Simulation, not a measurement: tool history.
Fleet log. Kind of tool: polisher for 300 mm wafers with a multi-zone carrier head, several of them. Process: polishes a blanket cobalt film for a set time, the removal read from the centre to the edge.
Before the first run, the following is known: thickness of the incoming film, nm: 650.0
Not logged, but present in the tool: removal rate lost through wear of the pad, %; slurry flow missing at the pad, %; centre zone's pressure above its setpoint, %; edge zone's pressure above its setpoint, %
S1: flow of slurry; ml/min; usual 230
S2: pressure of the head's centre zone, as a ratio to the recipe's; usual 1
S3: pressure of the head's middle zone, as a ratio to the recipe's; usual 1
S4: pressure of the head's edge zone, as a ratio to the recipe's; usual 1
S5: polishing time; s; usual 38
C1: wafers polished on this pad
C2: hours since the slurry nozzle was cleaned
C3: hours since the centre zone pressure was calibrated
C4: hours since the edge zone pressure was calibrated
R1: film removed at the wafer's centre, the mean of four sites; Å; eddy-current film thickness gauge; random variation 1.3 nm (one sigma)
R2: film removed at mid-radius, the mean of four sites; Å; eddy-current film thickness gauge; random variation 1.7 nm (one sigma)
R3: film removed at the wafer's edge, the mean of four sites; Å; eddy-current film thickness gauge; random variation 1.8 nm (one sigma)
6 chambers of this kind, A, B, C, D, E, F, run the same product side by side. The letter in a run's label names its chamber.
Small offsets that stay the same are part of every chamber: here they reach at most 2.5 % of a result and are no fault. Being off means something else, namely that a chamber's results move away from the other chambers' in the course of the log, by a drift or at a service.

-- day=0.229 chamber D: worn pad replaced by a new one
run 1D day=0.412 | S1=230 S2=1 S3=1 S4=1 S5=38 | C1=35 C2=145.6 C3=663.5 C4=434.1 | R1=1429.7 R2=1411.4 R3=1451.7
-- day=0.629 chamber C: slurry nozzle cleaned
run 2B day=0.696 | S1=230 S2=1 S3=1 S4=1 S5=38 | C1=232 C2=587.5 C3=223.5 C4=1330.3 | R1=1426 R2=1396.5 R3=1406.1
run 3C day=1.125 | S1=230 S2=1 S3=1 S4=1 S5=38 | C1=572 C2=12 C3=429.1 C4=670.5 | R1=1440.5 R2=1404.4 R3=1395.6
run 4F day=1.417 | S1=230 S2=1 S3=1 S4=1 S5=38 | C1=357 C2=168.4 C3=46.1 C4=140.5 | R1=1433.9 R2=1390.7 R3=1433.4
run 5A day=1.683 | S1=230 S2=1 S3=1 S4=1 S5=38 | C1=972 C2=480.6 C3=380.1 C4=230.5 | R1=1405.8 R2=1416.7 R3=1404.7
run 6E day=2.092 | S1=230 S2=1 S3=1 S4=1 S5=38 | C1=847 C2=173.7 C3=274.1 C4=230.4 | R1=1400.7 R2=1426 R3=1393
run 7E day=2.325 | S1=230 S2=1 S3=1 S4=0.96 S5=38 | C1=891 C2=179.3 C3=279.7 C4=236 | R1=1380.2 R2=1439.7 R3=1386.3
run 8D day=2.688 | S1=230 S2=1 S3=1 S4=0.96 S5=38 | C1=471 C2=200.2 C3=718.1 C4=488.7 | R1=1426.3 R2=1405.6 R3=1407
-- day=2.721 chamber B: slurry nozzle cleaned
run 9F day=2.942 | S1=230 S2=1 S3=1 S4=0.96 S5=38 | C1=649 C2=205 C3=82.7 C4=177.1 | R1=1430.8 R2=1439 R3=1389.7
-- day=3.162 chamber C: centre zone pressure recalibrated
-- day=3.192 chamber A: slurry nozzle cleaned
run 10A day=3.242 | S1=230 S2=1 S3=1 S4=0.96 S5=38 | C1=1271 C2=1.3 C3=417.5 C4=267.9 | R1=1429.1 R2=1441.6 R3=1412.1
-- day=3.383 chamber A: worn pad replaced by a new one
-- day=3.612 chamber E: worn pad replaced by a new one
run 11C day=3.662 | S1=230 S2=1 S3=1 S4=0.96 S5=38 | C1=1058 C2=72.9 C3=12 C4=731.4 | R1=1413.8 R2=1397.6 R3=1390.7
-- day=3.742 chamber D: edge zone pressure recalibrated
run 12B day=4.175 | S1=230 S2=1 S3=1 S4=0.96 S5=38 | C1=899 C2=34.9 C3=307 C4=1413.8 | R1=1434.6 R2=1405.5 R3=1434.8
run 13C day=4.408 | S1=230 S2=0.93 S3=1 S4=0.93 S5=38 | C1=1201 C2=90.8 C3=29.9 C4=749.3 | R1=1305.9 R2=1391 R3=1372.4
run 14D day=4.9 | S1=230 S2=0.93 S3=1 S4=0.93 S5=38 | C1=895 C2=253.3 C3=771.2 C4=27.9 | R1=1298.4 R2=1366.1 R3=1391.9
-- day=5.304 chamber F: worn pad replaced by a new one
-- day=5.304 chamber B: worn pad replaced by a new one
run 15A day=5.4 | S1=230 S2=0.93 S3=1 S4=0.93 S5=38 | C1=387 C2=53.1 C3=469.3 C4=319.7 | R1=1298.8 R2=1451 R3=1379.8
-- day=5.65 chamber D: worn pad replaced by a new one
run 16F day=5.654 | S1=230 S2=0.93 S3=1 S4=0.93 S5=38 | C1=67 C2=270.1 C3=147.8 C4=242.2 | R1=1314.6 R2=1451.5 R3=1383.7
run 17B day=6.179 | S1=230 S2=0.93 S3=1 S4=0.93 S5=38 | C1=168 C2=83 C3=355.1 C4=1461.9 | R1=1328.8 R2=1435.6 R3=1385
-- day=6.196 chamber D: centre zone pressure recalibrated
run 18E day=6.462 | S1=230 S2=0.93 S3=1 S4=0.93 S5=38 | C1=547 C2=278.6 C3=379 C4=335.3 | R1=1286.5 R2=1415.9 R3=1343.3
run 19D day=6.858 | S1=230 S2=1 S3=1 S4=1 S5=38 | C1=232 C2=300.3 C3=16 C4=74.9 | R1=1405.6 R2=1386.6 R3=1418.3
run 20A day=7.288 | S1=230 S2=1 S3=1 S4=0.9 S5=38 | C1=749 C2=98.4 C3=514.6 C4=365 | R1=1403.1 R2=1427.5 R3=1375
-- day=7.346 chamber C: edge zone pressure recalibrated
run 21F day=7.704 | S1=230 S2=1 S3=1 S4=0.9 S5=38 | C1=460 C2=319.3 C3=197 C4=291.4 | R1=1429.9 R2=1429.9 R3=1351.3
run 22B day=7.946 | S1=230 S2=1 S3=1 S4=0.9 S5=38 | C1=507 C2=125.4 C3=397.5 C4=1504.3 | R1=1403.6 R2=1410.3 R3=1374.9
run 23E day=8.175 | S1=230 S2=1 S3=1 S4=0.9 S5=38 | C1=875 C2=319.7 C3=420.1 C4=376.4 | R1=1382.9 R2=1412.3 R3=1343
run 24C day=8.5 | S1=230 S2=1 S3=1 S4=0.9 S5=38 | C1=1986 C2=189 C3=128.1 C4=27.7 | R1=1354.5 R2=1354.1 R3=1297.8
run 25D day=8.792 | S1=230 S2=1 S3=1 S4=0.9 S5=38 | C1=602 C2=346.7 C3=62.4 C4=121.3 | R1=1407.2 R2=1418 R3=1352.9
-- day=8.888 chamber F: edge zone pressure recalibrated
run 26B day=9.054 | S1=230 S2=1 S3=1 S4=1 S5=38 | C1=719 C2=152 C3=424.1 C4=1530.9 | R1=1435.5 R2=1421.4 R3=1428.2
run 27F day=9.458 | S1=230 S2=1 S3=1 S4=1 S5=38 | C1=796 C2=361.4 C3=239.1 C4=13.7 | R1=1410.3 R2=1431.7 R3=1407.3
-- day=9.6 chamber F: worn pad replaced by a new one
-- day=9.662 chamber E: worn pad replaced by a new one
-- day=9.721 chamber A: worn pad replaced by a new one
run 28E day=9.867 | S1=230 S2=1 S3=1 S4=1 S5=38 | C1=39 C2=360.3 C3=460.7 C4=417 | R1=1383.8 R2=1407.6 R3=1425.4
run 29C day=10.358 | S1=230 S2=1 S3=1 S4=1 S5=38 | C1=2342 C2=233.6 C3=172.7 C4=72.3 | R1=1344.8 R2=1322.5 R3=1361.5
-- day=10.612 chamber B: worn pad replaced by a new one
run 30A day=10.879 | S1=230 S2=1 S3=1 S4=1 S5=38 | C1=222 C2=184.6 C3=600.8 C4=451.2 | R1=1413.5 R2=1408.7 R3=1429.8
run 31D day=11.208 | S1=230 S2=1 S3=1 S4=1 S5=38 | C1=1066 C2=404.7 C3=120.4 C4=179.3 | R1=1402.7 R2=1399.4 R3=1388
run 32B day=11.708 | S1=230 S2=1 S3=0.94 S4=1 S5=38 | C1=210 C2=215.7 C3=487.8 C4=1594.6 | R1=1421.4 R2=1324.8 R3=1419.3
run 33E day=12.1 | S1=230 S2=1 S3=0.94 S4=1 S5=38 | C1=467 C2=413.9 C3=514.3 C4=470.6 | R1=1397.9 R2=1351.5 R3=1435.5
run 34A day=12.446 | S1=230 S2=1 S3=0.94 S4=1 S5=38 | C1=523 C2=222.2 C3=638.4 C4=488.8 | R1=1421.7 R2=1355.6 R3=1441.4
run 35F day=12.762 | S1=230 S2=1 S3=0.94 S4=1 S5=38 | C1=607 C2=440.7 C3=318.4 C4=93 | R1=1399.4 R2=1344.5 R3=1436.8
run 36C day=13.096 | S1=230 S2=1 S3=0.94 S4=1 S5=38 | C1=2867 C2=299.3 C3=238.4 C4=138 | R1=1309.8 R2=1238.1 R3=1302.5
run 37B day=13.612 | S1=230 S2=1 S3=0.94 S4=1 S5=38 | C1=576 C2=261.4 C3=533.5 C4=1640.3 | R1=1452.6 R2=1335.2 R3=1417.3

All 6 chambers run these settings next. Forecast each chamber's results:
run 38A day=13.992 | S1=230 S2=1 S3=1 S4=0.93 S5=38 | R1=? R2=? R3=?
run 38B day=13.992 | S1=230 S2=1 S3=1 S4=0.93 S5=38 | R1=? R2=? R3=?
run 38C day=13.992 | S1=230 S2=1 S3=1 S4=0.93 S5=38 | R1=? R2=? R3=?
run 38D day=13.992 | S1=230 S2=1 S3=1 S4=0.93 S5=38 | R1=? R2=? R3=?
run 38E day=13.992 | S1=230 S2=1 S3=1 S4=0.93 S5=38 | R1=? R2=? R3=?
run 38F day=13.992 | S1=230 S2=1 S3=1 S4=0.93 S5=38 | R1=? R2=? R3=?

run=38A R1=1410.8 R2=1421 R3=1388.9
run=38B R1=1442 R2=1417.3 R3=1362.4
run=38C R1=1321.2 R2=1306.4 R3=1243.9
run=38D R1=1388.8 R2=1410.1 R3=1366.5
run=38E R1=1404.2 R2=1418.8 R3=1347.7
run=38F R1=1443.5 R2=1424.9 R3=1360.3

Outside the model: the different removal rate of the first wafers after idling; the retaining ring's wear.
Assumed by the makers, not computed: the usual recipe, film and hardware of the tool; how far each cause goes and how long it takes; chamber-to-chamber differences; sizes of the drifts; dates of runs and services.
